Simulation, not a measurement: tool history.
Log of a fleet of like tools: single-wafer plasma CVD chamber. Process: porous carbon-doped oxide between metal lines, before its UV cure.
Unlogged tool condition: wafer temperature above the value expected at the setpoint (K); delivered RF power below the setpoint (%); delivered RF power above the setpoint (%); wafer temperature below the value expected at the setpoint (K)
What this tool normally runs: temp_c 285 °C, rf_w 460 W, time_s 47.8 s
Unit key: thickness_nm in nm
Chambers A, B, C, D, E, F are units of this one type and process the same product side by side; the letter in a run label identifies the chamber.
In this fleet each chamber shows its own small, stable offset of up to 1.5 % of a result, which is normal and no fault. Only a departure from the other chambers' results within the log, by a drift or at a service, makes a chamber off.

run	hour	temp_c	rf_w	time_s	hours since the last thermocouple change	hours since the last RF generator calibration	read-back reference wafer on the same gauge, thickness_nm	thickness_nm
1A	3.9	285	460	47.8	766.1	912.2	285.9	258.74
2E	10	285	460	47.8	987.6	1690.2	285.88	260.33
3F	13.9	285	460	47.8	1110.9	423.6	285.59	261.91
4B	18.8	285	460	47.8	2224.8	1058.3	285.75	260.73
5D	23	285	460	47.8	1531.5	61.4	285.79	265.4
6C	29.8	285	460	47.8	146.6	50.7	285.84	261.76
7A	33.7	285	460	47.8	795.9	942	285.9	259.21
8D	39.6	285	460	47.8	1548.1	78	286.37	264.56
9E	43.5	292	540	47.8	1021.1	1723.7	285.74	277.24
10C	51.7	292	540	47.8	168.5	72.6	286.07	278.8
11F	59.4	292	540	47.8	1156.4	469.1	286.23	283.95
12B	66.7	292	540	47.8	2272.7	1106.2	286.34	279.28
13B	73.4	292	540	47.8	2279.4	1112.9	286.3	281.68
14C	79.2	292	540	47.8	196	100.1	286.1	279.6
15A	83.5	285	460	47.8	845.7	991.8	285.93	256.57
16F	90.3	273	460	40.1	1187.3	500	286.06	242.28
17E	96.6	273	460	40.1	1074.2	1776.8	285.61	239.24
18D	101.6	273	460	40.1	1610.1	140	285.99	241.46
19A	109.8	273	460	40.1	872	1018.1	286.04	230.65
20E	113.6	273	460	40.1	1091.2	1793.8	286.09	241.07
21D	121.1	273	460	40.1	1629.6	159.5	286.3	241.52
22F	127.2	285	460	47.8	1224.2	536.9	286.26	264.54
23B	132.5	285	460	47.8	2338.5	1172	285.53	259.8
24C	139.8	285	460	47.8	256.6	160.7	286.35	261.37
25A	145.4	285	460	47.8	907.6	1053.7	286.25	252.02
26B	151.7	292	460	47.8	2357.7	1191.2	286.06	247.04
27D	158.3	292	460	47.8	1666.8	196.7	285.78	256.18
28C	165.3	292	460	47.8	282.1	186.2	286.17	252.02
29F	169.5	292	460	47.8	1266.5	579.2	286.06	253.45
30E	175.6	292	460	47.8	1153.2	1855.8	285.77	251.21
31F	179.9	292	460	47.8	1276.9	589.6	286.17	254.11
32C	184.2	285	460	47.8	301	205.1	285.81	261.56
33B	188	285	460	47.8	2394	1227.5	286.3	263.79
34A	192	285	460	47.8	954.2	1100.3	286.21	246.53
35E	197.9	285	460	47.8	1175.5	1878.1	285.75	259.04
36D	201.4	285	460	47.8	1709.9	239.8	285.83	263.2
37A	207.5	285	460	47.8	969.7	1115.8	285.84	248.06
38F	214.3	285	490	53	1311.3	624	286.04	302.83
39D	218.9	285	490	53	1727.4	257.3	286.19	306.49
# hour 220.4: chamber B: thermocouple changed; heater temperature recalibrated
40E	225.5	285	490	53	1203.1	1905.7	286.28	304.13
41C	229.1	285	490	53	345.9	250	286.11	303.26
42B	235.5	285	490	53	15.1	1275	285.99	302.7

Next, all 6 chambers run the settings below, one line each with question marks for the results. What does each chamber give?
43A	241.4	285	460	47.8				?
43B	241.4	285	460	47.8				?
43C	241.4	285	460	47.8				?
43D	241.4	285	460	47.8				?
43E	241.4	285	460	47.8				?
43F	241.4	285	460	47.8				?

run	thickness_nm
43A	246.69
43B	260.33
43C	265.74
43D	264.23
43E	259.52
43F	262.23
